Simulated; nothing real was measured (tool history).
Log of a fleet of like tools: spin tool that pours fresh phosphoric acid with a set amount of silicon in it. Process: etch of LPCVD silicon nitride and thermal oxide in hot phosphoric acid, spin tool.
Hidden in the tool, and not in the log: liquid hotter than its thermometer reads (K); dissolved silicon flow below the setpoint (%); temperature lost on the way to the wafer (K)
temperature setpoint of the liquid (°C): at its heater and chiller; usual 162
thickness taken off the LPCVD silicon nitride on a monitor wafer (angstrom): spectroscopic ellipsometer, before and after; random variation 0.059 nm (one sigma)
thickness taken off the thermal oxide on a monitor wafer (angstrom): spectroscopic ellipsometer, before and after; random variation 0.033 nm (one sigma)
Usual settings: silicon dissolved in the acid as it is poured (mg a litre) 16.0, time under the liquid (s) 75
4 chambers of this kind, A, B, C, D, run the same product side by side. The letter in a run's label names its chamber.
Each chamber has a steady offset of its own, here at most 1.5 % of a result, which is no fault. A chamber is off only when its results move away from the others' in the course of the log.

run	hour	temperature setpoint of the liquid (°C)	silicon dissolved in the acid as it is poured (mg a litre)	time under the liquid (s)	hours since the thermometer was replaced	hours since the dissolved silicon flow meter was replaced	hours since the heated supply line was repaired	read-back film thickness of the LPCVD silicon nitride reference wafer, read on the same gauge (nm)	read-back film thickness of the thermal oxide reference wafer, read on the same gauge (nm)	thickness taken off the LPCVD silicon nitride on a monitor wafer (angstrom)	thickness taken off the thermal oxide on a monitor wafer (angstrom)
1B	7.0	162	16.0	75	632.7	1069.9	1840.3	109.99	80.028	61.852	0.92503
2A	13.3	162	16.0	75	420.4	786.1	1798.8	109.95	79.970	63.908	1.35250
3D	19.3	162	16.0	75	2883.1	229.8	411.5	110.02	80.005	64.026	1.23430
4C	26.5	162	16.0	75	705.3	1468.8	660.3	109.97	80.023	64.608	1.24890
5C	34.0	162	16.0	75	712.8	1476.3	667.8	110.00	80.039	64.541	1.79770
6A	40.1	162	16.0	75	447.2	812.9	1825.6	109.99	79.952	63.465	1.48440
7B	47.7	162	16.0	75	673.4	1110.6	1881.0	110.02	79.971	62.930	1.66830
8D	53.6	162	16.0	75	2917.4	264.1	445.8	110.04	80.032	62.623	2.32630
9D	59.3	162	6.5	105	2923.1	269.8	451.5	109.98	80.000	88.609	3.18550
10B	65.1	162	6.5	105	690.8	1128.0	1898.4	109.99	80.006	88.071	2.96130
11C	73.6	162	6.5	105	752.4	1515.9	707.4	110.04	79.972	87.748	2.67290
12A	82.4	162	6.5	105	489.5	855.2	1867.9	109.98	80.012	88.236	4.01070
13C	88.6	162	21.0	100	767.4	1530.9	722.4	109.99	80.015	84.646	2.31890
14A	94.8	162	21.0	100	501.9	867.6	1880.3	110.02	79.981	82.744	1.58640
15D	99.3	162	21.0	100	2963.1	309.8	491.5	109.98	79.991	84.089	1.69290
16B	103.7	162	21.0	100	729.4	1166.6	1937.0	109.98	80.011	83.246	1.78030
17C	109.7	162	16.0	75	788.5	1552.0	743.5	109.99	79.993	64.170	1.99880
# hour 110.5: chamber C: dissolved silicon flow meter replaced
18D	113.8	162	16.0	75	2977.6	324.3	506.0	110.00	79.984	64.532	1.13770
19A	122.1	162	16.0	75	529.2	894.9	1907.6	110.02	79.986	64.080	1.39860
20B	127.0	162	16.0	75	752.7	1189.9	1960.3	110.03	80.026	63.306	0.96622
# hour 133.9: chamber A: thermometer replaced
21D	134.9	162	16.0	75	2998.7	345.4	527.1	109.95	79.969	64.132	1.97300
22B	139.2	162	16.0	75	764.9	1202.1	1972.5	109.97	80.026	62.234	2.13770
23A	144.9	162	16.0	75	11.1	917.7	1930.4	110.05	79.983	63.873	1.68190
24C	149.2	162	16.0	75	828.0	38.7	783.0	110.00	80.051	64.299	2.07150
25B	155.5	162	20.0	40	781.2	1218.4	1988.8	110.04	80.038	33.702	0.85344
26D	160.0	162	20.0	40	3023.8	370.5	552.2	109.95	80.005	34.358	0.78963
# hour 165.1: chamber B: thermometer replaced
27A	168.7	162	20.0	40	34.9	941.5	1954.2	110.02	80.019	33.578	0.71750
28C	174.1	162	20.0	40	852.9	63.6	807.9	110.01	80.000	33.937	0.60465
29B	179.8	162	16.0	75	14.7	1242.7	2013.1	109.97	80.032	61.922	1.78680

Next, every chamber runs the same settings. What will each give?
30A	186.1	162	16.0	75						?	?
30B	186.1	162	16.0	75						?	?
30C	186.1	162	16.0	75						?	?
30D	186.1	162	16.0	75						?	?

run	thickness taken off the LPCVD silicon nitride on a monitor wafer (angstrom)	thickness taken off the thermal oxide on a monitor wafer (angstrom)
30A	63.142	1.39490
30B	62.079	1.73470
30C	64.112	1.39580
30D	63.458	1.55500
